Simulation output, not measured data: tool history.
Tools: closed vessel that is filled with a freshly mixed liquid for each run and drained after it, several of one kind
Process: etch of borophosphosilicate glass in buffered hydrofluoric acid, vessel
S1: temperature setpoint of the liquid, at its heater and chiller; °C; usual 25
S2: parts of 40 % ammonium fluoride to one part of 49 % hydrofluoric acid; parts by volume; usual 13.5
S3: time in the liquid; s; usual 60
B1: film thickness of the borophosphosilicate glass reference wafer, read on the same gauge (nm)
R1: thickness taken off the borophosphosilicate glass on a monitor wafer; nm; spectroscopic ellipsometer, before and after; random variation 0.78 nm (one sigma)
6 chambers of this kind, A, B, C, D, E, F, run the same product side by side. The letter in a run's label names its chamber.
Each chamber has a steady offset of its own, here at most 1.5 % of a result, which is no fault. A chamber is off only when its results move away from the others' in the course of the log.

run,hour,S1,S2,S3,B1,R1
1B,9,25,13.5,60,139.98,93.863
2F,14,25,13.5,60,140,92.143
3E,22,25,13.5,60,140.01,94.586
4C,31.4,25,13.5,60,140.02,92.841
5A,40.1,25,13.5,60,139.99,93.926
6D,47.7,25,13.5,60,139.98,93.673
7F,55.9,25,13.5,60,140.02,94.306
8D,64.5,25,13.5,60,140.02,91.942
9E,73.4,25,13.5,60,140,93.269
10A,78.7,25,13.5,60,139.99,93.095
11C,83.8,25,13.5,60,140.01,91.898
# hour 84.3: chamber C: thermometer replaced
12B,93.9,25,13.5,60,140.02,93.356
# hour 94.7: chamber B: thermometer replaced
13E,100.4,25,13.5,60,140,93.267
14D,110.9,25,13.5,60,140,91.598
15F,121.8,25,13.5,60,140.01,93.416
16A,127.5,25,13.5,60,140.02,93.391
17B,137.4,25,13.5,60,140.01,92.352
18C,143.9,25,13.5,60,139.97,93.587
19E,150.2,25,13.5,60,140,94.721
20F,155.4,25,13.5,60,139.98,94.062
21D,164.2,25,13.5,60,139.99,88.758
22B,172.1,25,13.5,60,139.99,92.282
23C,182.4,25,13.5,60,139.99,91.266
24A,190,25,13.5,60,139.99,92.592
# hour 193: chamber D: thermometer replaced
25B,199.8,25,13.5,60,139.99,93.375
26A,209.5,25,13.5,60,140.02,92.524
27F,219.2,25,13.5,60,140.02,92.746
28E,226.2,25,13.5,60,139.97,92.588
29D,237,25,13.5,60,139.96,87.5
30C,243.4,25,13.5,60,140,93.178
31E,248.3,25,13.5,60,140.01,93.142
32B,256.6,25,13.5,60,139.99,92.667
33D,266.7,25,13.5,60,139.99,85.357
34F,271.6,25,13.5,60,139.99,91.836
35C,277.2,25,13.5,60,139.98,92.103
36A,284.8,25,13.5,60,139.99,93.659

All 6 chambers run these settings next. Forecast each chamber's results:
37A,292.6,25,13.5,60,,?
37B,292.6,25,13.5,60,,?
37C,292.6,25,13.5,60,,?
37D,292.6,25,13.5,60,,?
37E,292.6,25,13.5,60,,?
37F,292.6,25,13.5,60,,?

run,R1
37A,95.004
37B,93.745
37C,92.59
37D,84.584
37E,93.226
37F,93.826
